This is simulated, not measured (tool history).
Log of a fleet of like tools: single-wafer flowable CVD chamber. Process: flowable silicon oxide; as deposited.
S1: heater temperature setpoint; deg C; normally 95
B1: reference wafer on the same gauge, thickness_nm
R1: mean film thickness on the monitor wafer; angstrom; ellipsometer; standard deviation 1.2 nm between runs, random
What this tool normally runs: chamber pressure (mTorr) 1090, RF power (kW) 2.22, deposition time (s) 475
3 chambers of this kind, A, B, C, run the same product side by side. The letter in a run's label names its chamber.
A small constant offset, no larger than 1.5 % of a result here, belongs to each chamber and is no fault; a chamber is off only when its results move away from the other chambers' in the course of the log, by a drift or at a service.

{"run": "1A", "hour": 10.4, "S1": 95, "chamber pressure (mTorr)": 1090, "RF power (kW)": 2.22, "deposition time (s)": 475, "B1": 474.15, "R1": 5125.6}
{"run": "2B", "hour": 22.8, "S1": 95, "chamber pressure (mTorr)": 1090, "RF power (kW)": 2.22, "deposition time (s)": 475, "B1": 473.86, "R1": 5027.2}
{"run": "3C", "hour": 28.6, "S1": 95, "chamber pressure (mTorr)": 1090, "RF power (kW)": 2.22, "deposition time (s)": 475, "B1": 473.94, "R1": 5080.6}
{"run": "4C", "hour": 36.2, "S1": 95, "chamber pressure (mTorr)": 1090, "RF power (kW)": 2.22, "deposition time (s)": 475, "B1": 473.9, "R1": 5085.1}
{"run": "5B", "hour": 43.5, "S1": 95, "chamber pressure (mTorr)": 910, "RF power (kW)": 2.22, "deposition time (s)": 475, "B1": 474.34, "R1": 4062.6}
{"run": "6A", "hour": 49.1, "S1": 95, "chamber pressure (mTorr)": 910, "RF power (kW)": 2.22, "deposition time (s)": 475, "B1": 474.12, "R1": 4122.4}
{"run": "7B", "hour": 60.2, "S1": 95, "chamber pressure (mTorr)": 910, "RF power (kW)": 2.22, "deposition time (s)": 475, "B1": 474.25, "R1": 4040.1}
{"run": "8A", "hour": 66.2, "S1": 95, "chamber pressure (mTorr)": 1090, "RF power (kW)": 2.22, "deposition time (s)": 475, "B1": 473.88, "R1": 5140.6}
{"run": "9C", "hour": 72.2, "S1": 95, "chamber pressure (mTorr)": 1090, "RF power (kW)": 2.22, "deposition time (s)": 475, "B1": 474.18, "R1": 5086.1}
{"run": "10B", "hour": 81.2, "S1": 109, "chamber pressure (mTorr)": 1090, "RF power (kW)": 2.22, "deposition time (s)": 475, "B1": 473.96, "R1": 3155.2}
{"run": "11C", "hour": 91.8, "S1": 109, "chamber pressure (mTorr)": 1090, "RF power (kW)": 2.22, "deposition time (s)": 475, "B1": 473.98, "R1": 3197}
{"run": "12A", "hour": 102.0, "S1": 109, "chamber pressure (mTorr)": 1090, "RF power (kW)": 2.22, "deposition time (s)": 475, "B1": 474.08, "R1": 3210.5}
{"run": "13B", "hour": 114.7, "S1": 95, "chamber pressure (mTorr)": 1090, "RF power (kW)": 2.22, "deposition time (s)": 475, "B1": 474.22, "R1": 5009.6}
{"run": "14C", "hour": 123.6, "S1": 95, "chamber pressure (mTorr)": 1090, "RF power (kW)": 2.22, "deposition time (s)": 475, "B1": 473.61, "R1": 5094.8}
{"run": "15A", "hour": 131.5, "S1": 95, "chamber pressure (mTorr)": 1090, "RF power (kW)": 2.22, "deposition time (s)": 475, "B1": 473.95, "R1": 5056.7}
{"run": "16C", "hour": 139.2, "S1": 95, "chamber pressure (mTorr)": 1090, "RF power (kW)": 2.22, "deposition time (s)": 475, "B1": 474.16, "R1": 5087.1}
{"run": "17B", "hour": 149.8, "S1": 103, "chamber pressure (mTorr)": 1310, "RF power (kW)": 2.22, "deposition time (s)": 475, "B1": 473.79, "R1": 4712.2}
{"run": "18A", "hour": 157.9, "S1": 103, "chamber pressure (mTorr)": 1310, "RF power (kW)": 2.22, "deposition time (s)": 475, "B1": 473.75, "R1": 4755.5}
{"run": "19C", "hour": 166.5, "S1": 103, "chamber pressure (mTorr)": 1310, "RF power (kW)": 2.22, "deposition time (s)": 475, "B1": 473.68, "R1": 4770.7}
{"hour": 168.3, "done": "chamber C: capacitance manometer re-zeroed and calibrated"}
{"run": "20B", "hour": 178.6, "S1": 95, "chamber pressure (mTorr)": 1090, "RF power (kW)": 2.22, "deposition time (s)": 475, "B1": 473.84, "R1": 5000.8}
{"run": "21A", "hour": 187.1, "S1": 95, "chamber pressure (mTorr)": 1090, "RF power (kW)": 2.22, "deposition time (s)": 475, "B1": 473.94, "R1": 5013.3}
{"run": "22B", "hour": 195.4, "S1": 95, "chamber pressure (mTorr)": 1090, "RF power (kW)": 2.22, "deposition time (s)": 475, "B1": 473.93, "R1": 5026.5}
{"run": "23C", "hour": 205.8, "S1": 95, "chamber pressure (mTorr)": 1090, "RF power (kW)": 2.22, "deposition time (s)": 475, "B1": 474.02, "R1": 5086.8}
{"run": "24A", "hour": 216.6, "S1": 95, "chamber pressure (mTorr)": 1090, "RF power (kW)": 2.22, "deposition time (s)": 475, "B1": 473.96, "R1": 4979}
{"run": "25B", "hour": 227.0, "S1": 95, "chamber pressure (mTorr)": 1090, "RF power (kW)": 2.22, "deposition time (s)": 475, "B1": 473.95, "R1": 5015.2}
{"run": "26C", "hour": 233.1, "S1": 95, "chamber pressure (mTorr)": 1090, "RF power (kW)": 2.22, "deposition time (s)": 475, "B1": 474.17, "R1": 5097.5}

Read the log: is a single chamber off, either drifting away or since a service, is the gauge that measures every chamber drifting, or is nothing wrong beyond small per-chamber offsets? Name any odd chamber and what most likely caused it.

One chamber, A, drifts off from the rest bit by bit.
Cause: true pressure below the setpoint (%) = 3.11.
The log might look much the same if the cause were instead: wafer temperature above the value expected at the setpoint (K).

Here are 4 candidates for chamber A's next run, each the usual settings with a change, their results left as question marks. Which one brings its results back in line with what the others give on the usual settings?
In line here means within this much of the mean the other chambers give on the usual settings: R1 42 angstrom
{"run": "27A-1", "hour": 242.4, "S1": 95, "chamber pressure (mTorr)": 1090, "RF power (kW)": 2.22, "deposition time (s)": 474, "R1": "?"}
{"run": "27A-2", "hour": 242.4, "S1": 95, "chamber pressure (mTorr)": 1100, "RF power (kW)": 2.22, "deposition time (s)": 478, "R1": "?"}
{"run": "27A-3", "hour": 242.4, "S1": 95, "chamber pressure (mTorr)": 1090, "RF power (kW)": 2.22, "deposition time (s)": 476, "R1": "?"}
{"run": "27A-4", "hour": 242.4, "S1": 95, "chamber pressure (mTorr)": 1090, "RF power (kW)": 2.22, "deposition time (s)": 466, "R1": "?"}

Mean of the other chambers on the usual settings: R1 5050.8 angstrom
run=27A-1 R1=4947.2
run=27A-2 R1=5040.9
run=27A-3 R1=4968.1
run=27A-4 R1=4863.8
Change 27A-2 lands the chamber within the allowed miss of the other chambers.
